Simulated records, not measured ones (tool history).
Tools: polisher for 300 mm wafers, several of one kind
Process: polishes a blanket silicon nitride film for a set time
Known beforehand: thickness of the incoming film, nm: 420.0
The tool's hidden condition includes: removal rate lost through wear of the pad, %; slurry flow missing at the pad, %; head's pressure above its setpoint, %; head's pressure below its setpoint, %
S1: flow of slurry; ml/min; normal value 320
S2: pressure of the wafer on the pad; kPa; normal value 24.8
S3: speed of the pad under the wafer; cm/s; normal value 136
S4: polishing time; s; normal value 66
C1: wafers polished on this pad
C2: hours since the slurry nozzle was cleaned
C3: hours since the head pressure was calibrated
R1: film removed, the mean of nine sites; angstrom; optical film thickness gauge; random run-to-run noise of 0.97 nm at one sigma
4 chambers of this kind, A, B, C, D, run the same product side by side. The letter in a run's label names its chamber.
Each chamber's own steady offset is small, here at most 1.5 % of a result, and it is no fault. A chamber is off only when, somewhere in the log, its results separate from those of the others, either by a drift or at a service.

| run | day | S1 | S2 | S3 | S4 | C1 | C2 | C3 | R1 |
|---|---|---|---|---|---|---|---|---|---|
| 1B | 0.362 | 320 | 24.8 | 136 | 66 | 425 | 71.2 | 166.7 | 1331.1 |
| 2C | 0.55 | 320 | 24.8 | 136 | 66 | 949 | 97.4 | 397.7 | 1335.5 |
| 3D | 0.862 | 320 | 24.8 | 136 | 66 | 296 | 140.8 | 187.1 | 1302.5 |
| 4A | 1.242 | 320 | 24.8 | 136 | 66 | 479 | 453.8 | 1406.7 | 1303.5 |
| 5B | 1.454 | 320 | 24.8 | 136 | 66 | 645 | 97.4 | 192.9 | 1326.4 |
| 6A | 1.804 | 320 | 24.8 | 136 | 66 | 592 | 467.3 | 1420.2 | 1315.4 |
|  | 2.025 | chamber A: head pressure recalibrated |
| 7D | 2.167 | 320 | 24.8 | 136 | 66 | 558 | 172.1 | 218.4 | 1311.6 |
|  | 2.188 | chamber C: worn pad replaced by a new one |
| 8C | 2.475 | 320 | 24.8 | 136 | 66 | 58 | 143.6 | 443.9 | 1336.8 |
| 9D | 2.717 | 320 | 24.8 | 136 | 66 | 668 | 185.3 | 231.6 | 1312.3 |
|  | 2.825 | chamber D: slurry nozzle cleaned |
|  | 3.046 | chamber A: worn pad replaced by a new one |
| 10B | 3.092 | 320 | 24.8 | 136 | 66 | 974 | 136.7 | 232.2 | 1316.1 |
| 11C | 3.279 | 320 | 24.8 | 136 | 66 | 219 | 162.9 | 463.2 | 1347.3 |
| 12A | 3.492 | 320 | 24.8 | 136 | 66 | 89 | 507.8 | 35.3 | 1315.7 |
| 13A | 3.838 | 235 | 24.8 | 136 | 47 | 159 | 516.1 | 43.6 | 911.99 |
| 14C | 4.046 | 235 | 24.8 | 136 | 47 | 373 | 181.3 | 481.6 | 924.25 |
| 15B | 4.425 | 235 | 24.8 | 136 | 47 | 1242 | 168.7 | 264.2 | 893.75 |
|  | 4.604 | chamber D: worn pad replaced by a new one |
| 16D | 4.671 | 235 | 24.8 | 136 | 47 | 13 | 44.4 | 278.5 | 918.79 |
| 17D | 4.938 | 320 | 24.8 | 136 | 66 | 66 | 50.8 | 284.9 | 1303 |
| 18C | 5.3 | 275 | 17.9 | 136 | 66 | 625 | 211.4 | 511.7 | 948.75 |
| 19A | 5.538 | 275 | 17.9 | 136 | 66 | 501 | 556.9 | 84.4 | 946.94 |
| 20B | 5.783 | 275 | 17.9 | 136 | 66 | 1515 | 201.3 | 296.8 | 925.61 |
| 21C | 6.146 | 275 | 17.9 | 136 | 66 | 795 | 231.7 | 532 | 946.77 |
| 22D | 6.538 | 320 | 16.5 | 136 | 66 | 388 | 89.2 | 323.3 | 861.94 |
| 23A | 6.762 | 320 | 16.5 | 136 | 66 | 747 | 586.3 | 113.8 | 876.33 |
| 24B | 7.1 | 320 | 16.5 | 136 | 66 | 1779 | 232.9 | 328.4 | 869.54 |
|  | 7.342 | chamber A: worn pad replaced by a new one |
|  | 7.429 | chamber C: worn pad replaced by a new one |
| 25B | 7.483 | 320 | 16.5 | 136 | 66 | 1856 | 242.1 | 337.6 | 848.35 |
| 26D | 7.858 | 320 | 24.8 | 136 | 66 | 653 | 120.9 | 355 | 1300.9 |
|  | 7.888 | chamber A: slurry nozzle cleaned |
| 27A | 8.05 | 320 | 24.8 | 136 | 66 | 142 | 3.9 | 144.7 | 1310.3 |
| 28C | 8.446 | 320 | 24.8 | 98 | 66 | 204 | 286.9 | 587.2 | 1019.2 |
| 29D | 8.812 | 320 | 24.8 | 98 | 66 | 845 | 143.8 | 377.9 | 995.91 |
| 30B | 9.179 | 320 | 24.8 | 98 | 66 | 2197 | 282.8 | 378.3 | 989.42 |
| 31C | 9.458 | 320 | 24.8 | 98 | 66 | 407 | 311.2 | 611.5 | 1037 |
| 32A | 9.717 | 320 | 24.8 | 136 | 66 | 477 | 43.9 | 184.7 | 1315.7 |

All 4 chambers run these settings next. Forecast each chamber's results:
| 33A | 10.012 | 320 | 24.8 | 136 | 66 |  |  |  | ? |
| 33B | 10.012 | 320 | 24.8 | 136 | 66 |  |  |  | ? |
| 33C | 10.012 | 320 | 24.8 | 136 | 66 |  |  |  | ? |
| 33D | 10.012 | 320 | 24.8 | 136 | 66 |  |  |  | ? |

| run | R1 |
|---|---|
| 33A | 1325.3 |
| 33B | 1271.2 |
| 33C | 1313.7 |
| 33D | 1316.7 |
